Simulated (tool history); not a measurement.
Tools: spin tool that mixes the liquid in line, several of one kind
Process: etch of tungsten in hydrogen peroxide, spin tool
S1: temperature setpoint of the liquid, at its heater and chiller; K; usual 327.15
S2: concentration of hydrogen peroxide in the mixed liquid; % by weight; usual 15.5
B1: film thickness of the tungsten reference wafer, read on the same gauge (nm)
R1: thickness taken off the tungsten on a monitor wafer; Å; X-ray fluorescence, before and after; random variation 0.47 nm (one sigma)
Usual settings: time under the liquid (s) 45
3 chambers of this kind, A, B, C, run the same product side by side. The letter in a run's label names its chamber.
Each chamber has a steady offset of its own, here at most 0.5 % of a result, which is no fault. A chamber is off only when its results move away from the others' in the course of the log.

{"run": "1A", "day": 0.229, "S1": 327.15, "S2": 15.5, "time under the liquid (s)": 45, "B1": 50.002, "R1": 566.96}
{"run": "2B", "day": 0.429, "S1": 327.15, "S2": 15.5, "time under the liquid (s)": 45, "B1": 50.005, "R1": 557.08}
{"run": "3C", "day": 0.725, "S1": 327.15, "S2": 15.5, "time under the liquid (s)": 45, "B1": 50.038, "R1": 563.28}
{"run": "4B", "day": 1.008, "S1": 327.15, "S2": 15.5, "time under the liquid (s)": 45, "B1": 49.994, "R1": 555.79}
{"run": "5C", "day": 1.179, "S1": 327.15, "S2": 15.5, "time under the liquid (s)": 30, "B1": 49.989, "R1": 378.87}
{"run": "6A", "day": 1.346, "S1": 327.15, "S2": 15.5, "time under the liquid (s)": 30, "B1": 49.979, "R1": 370.26}
{"run": "7A", "day": 1.554, "S1": 327.15, "S2": 15.5, "time under the liquid (s)": 30, "B1": 49.988, "R1": 374.33}
{"run": "8B", "day": 1.812, "S1": 327.15, "S2": 15.5, "time under the liquid (s)": 45, "B1": 49.986, "R1": 563.43}
{"run": "9C", "day": 2.0, "S1": 327.15, "S2": 15.5, "time under the liquid (s)": 45, "B1": 49.971, "R1": 558.41}
{"run": "10B", "day": 2.25, "S1": 327.15, "S2": 15.5, "time under the liquid (s)": 45, "B1": 49.965, "R1": 554.88}
{"run": "11A", "day": 2.471, "S1": 327.15, "S2": 15.5, "time under the liquid (s)": 45, "B1": 50.009, "R1": 547.53}
{"run": "12C", "day": 2.696, "S1": 327.15, "S2": 15.5, "time under the liquid (s)": 35, "B1": 50.003, "R1": 432.64}
{"run": "13A", "day": 2.992, "S1": 327.15, "S2": 15.5, "time under the liquid (s)": 35, "B1": 49.994, "R1": 429.86}
{"run": "14B", "day": 3.192, "S1": 327.15, "S2": 15.5, "time under the liquid (s)": 35, "B1": 49.999, "R1": 421.12}
{"run": "15C", "day": 3.433, "S1": 327.15, "S2": 15.5, "time under the liquid (s)": 45, "B1": 50.007, "R1": 557.42}
{"run": "16B", "day": 3.604, "S1": 321.15, "S2": 12, "time under the liquid (s)": 45, "B1": 50.043, "R1": 327.06}
{"run": "17A", "day": 3.8, "S1": 321.15, "S2": 12, "time under the liquid (s)": 45, "B1": 50.019, "R1": 339.96}
{"run": "18C", "day": 4.096, "S1": 321.15, "S2": 12, "time under the liquid (s)": 45, "B1": 50.012, "R1": 343.34}
{"run": "19A", "day": 4.267, "S1": 327.15, "S2": 15.5, "time under the liquid (s)": 20, "B1": 49.999, "R1": 246.16}
{"run": "20B", "day": 4.512, "S1": 327.15, "S2": 15.5, "time under the liquid (s)": 20, "B1": 50, "R1": 238.52}
{"run": "21C", "day": 4.812, "S1": 327.15, "S2": 15.5, "time under the liquid (s)": 20, "B1": 50.017, "R1": 246.47}
{"run": "22A", "day": 4.946, "S1": 320.65, "S2": 15.5, "time under the liquid (s)": 25, "B1": 50.013, "R1": 209.93}
{"run": "23C", "day": 5.125, "S1": 320.65, "S2": 15.5, "time under the liquid (s)": 25, "B1": 50.002, "R1": 211.4}
{"day": 5.183, "done": "chamber A: heated supply line repaired"}
{"run": "24B", "day": 5.304, "S1": 320.65, "S2": 15.5, "time under the liquid (s)": 25, "B1": 50.004, "R1": 192.81}
{"run": "25A", "day": 5.538, "S1": 327.15, "S2": 15.5, "time under the liquid (s)": 45, "B1": 50.003, "R1": 560.91}
{"run": "26B", "day": 5.696, "S1": 327.15, "S2": 15.5, "time under the liquid (s)": 45, "B1": 50.009, "R1": 515.61}
{"run": "27C", "day": 5.967, "S1": 327.15, "S2": 15.5, "time under the liquid (s)": 45, "B1": 50.021, "R1": 557.84}
{"run": "28C", "day": 6.1, "S1": 327.15, "S2": 15.5, "time under the liquid (s)": 45, "B1": 49.985, "R1": 552.61}
{"run": "29A", "day": 6.338, "S1": 327.15, "S2": 15.5, "time under the liquid (s)": 45, "B1": 49.977, "R1": 555.33}
{"run": "30B", "day": 6.567, "S1": 327.15, "S2": 15.5, "time under the liquid (s)": 45, "B1": 49.998, "R1": 499.01}

Next, every chamber runs the same settings. What will each give?
{"run": "31A", "day": 6.788, "S1": 330.15, "S2": 15.5, "time under the liquid (s)": 45, "R1": "?"}
{"run": "31B", "day": 6.788, "S1": 330.15, "S2": 15.5, "time under the liquid (s)": 45, "R1": "?"}
{"run": "31C", "day": 6.788, "S1": 330.15, "S2": 15.5, "time under the liquid (s)": 45, "R1": "?"}

run=31A R1=667.5
run=31B R1=599.66
run=31C R1=672.28
